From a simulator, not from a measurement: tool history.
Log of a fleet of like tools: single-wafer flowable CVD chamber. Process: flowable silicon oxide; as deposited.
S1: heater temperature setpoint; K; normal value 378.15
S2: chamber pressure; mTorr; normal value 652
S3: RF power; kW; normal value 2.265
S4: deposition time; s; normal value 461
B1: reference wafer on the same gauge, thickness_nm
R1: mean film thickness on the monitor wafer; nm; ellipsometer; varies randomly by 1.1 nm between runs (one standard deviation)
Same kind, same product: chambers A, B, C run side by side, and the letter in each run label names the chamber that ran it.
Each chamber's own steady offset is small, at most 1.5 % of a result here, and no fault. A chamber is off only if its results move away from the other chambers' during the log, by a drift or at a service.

run   hour      S1   S2     S3   S4      B1      R1
 1B    9.8  378.15  652  2.265  461  187.25  183.22
 2C   21.6  378.15  652  2.265  461  186.86  185.34
 3A   33.6  378.15  652  2.265  461  187.06  181.64
 4C   42.8  378.15  652  2.265  461  186.76  184.84
 5A   58.8  378.15  652  2.265  461  187.16  181.50
 6B   73.6  378.15  652  2.265  461  186.96  181.57
 7B   84.0  378.15  652  2.265  461  187.13  180.70
 8C   96.0  378.15  652  2.265  461  187.05  184.84
 9A  104.1  378.15  652  2.570  534  186.67  214.29
10A  118.7  378.15  652  2.570  534  187.00  216.08
11B  126.1  378.15  652  2.570  534  187.01  218.39
12C  141.0  378.15  652  2.265  461  186.93  184.63
13C  154.3  378.15  652  2.265  461  186.88  188.12
14A  163.8  378.15  652  2.265  461  186.87  181.34
15B  174.7  378.15  652  2.265  461  187.09  182.89
16B  183.5  378.15  652  2.265  461  186.83  182.32
17C  193.7  378.15  652  2.265  461  186.91  187.95
18A  207.2  378.15  652  2.265  461  187.02  180.60
19B  222.7  378.15  652  2.265  461  186.98  181.95
20A  231.4  378.15  652  2.265  461  187.14  180.67
21C  246.3  378.15  652  2.265  461  186.98  190.58
22C  257.8  378.15  652  2.265  461  186.80  190.85
23A  273.3  378.15  652  2.265  461  186.90  182.05
24B  280.1  378.15  652  2.265  461  186.85  183.23
25A  289.9  378.15  652  2.265  461  186.97  181.27
26B  298.8  378.15  652  2.265  461  186.57  182.97
27C  311.1  378.15  652  2.265  461  186.90  192.51
28B  322.9  378.15  652  2.265  461  187.00  181.97
29C  335.5  378.15  785  2.545  461  187.24  251.17
30A  342.6  378.15  785  2.545  461  186.79  236.48
31B  353.2  378.15  785  2.545  461  187.19  242.04
32C  365.9  378.15  652  2.265  461  186.96  194.30
33A  374.5  378.15  652  2.080  461  187.05  177.59
34B  387.3  378.15  652  2.080  461  187.02  179.41
35A  396.3  378.15  652  2.080  461  186.99  179.73
36C  404.3  378.15  652  2.265  461  187.02  195.08
     405.8  -- chamber A: RF generator calibrated
37B  413.6  378.15  652  2.265  461  187.11  183.96
38A  429.0  378.15  652  2.265  461  187.06  181.23
39C  439.9  378.15  652  2.265  461  186.85  196.49
40A  454.0  378.15  652  2.265  461  186.99  181.97

Has any chamber moved away from the others, gradually or after a service, or does the common gauge drift, or do the chambers differ only by their own small steady offsets? State the chamber and the most likely cause if one applies.

One chamber, C, drifts off from the rest bit by bit.
Most likely cause: wafer temperature below the value expected at the setpoint (K) = 2.13.
The log may not tell that from: true pressure above the setpoint (%).

Chamber C could run next with any of the 4 candidate recipes listed below; each alters the usual settings, and their results appear as question marks. Which one brings its results back in line with what the other chambers deliver on the usual settings?
Counts as in line when no further than this from what the other chambers average on the usual settings: R1 3.70 nm
41C-1  465.5  378.15  652  2.265  422       ?
41C-2  465.5  381.15  630  2.260  454       ?
41C-3  465.5  375.15  674  2.270  468       ?
41C-4  465.5  378.15  693  2.265  461       ?

Other chambers, usual settings, mean: R1 182.05 nm
  run      R1
41C-1  181.52
41C-2  168.66
41C-3  233.06
41C-4  215.28
41C-1 brings the chamber back in line.
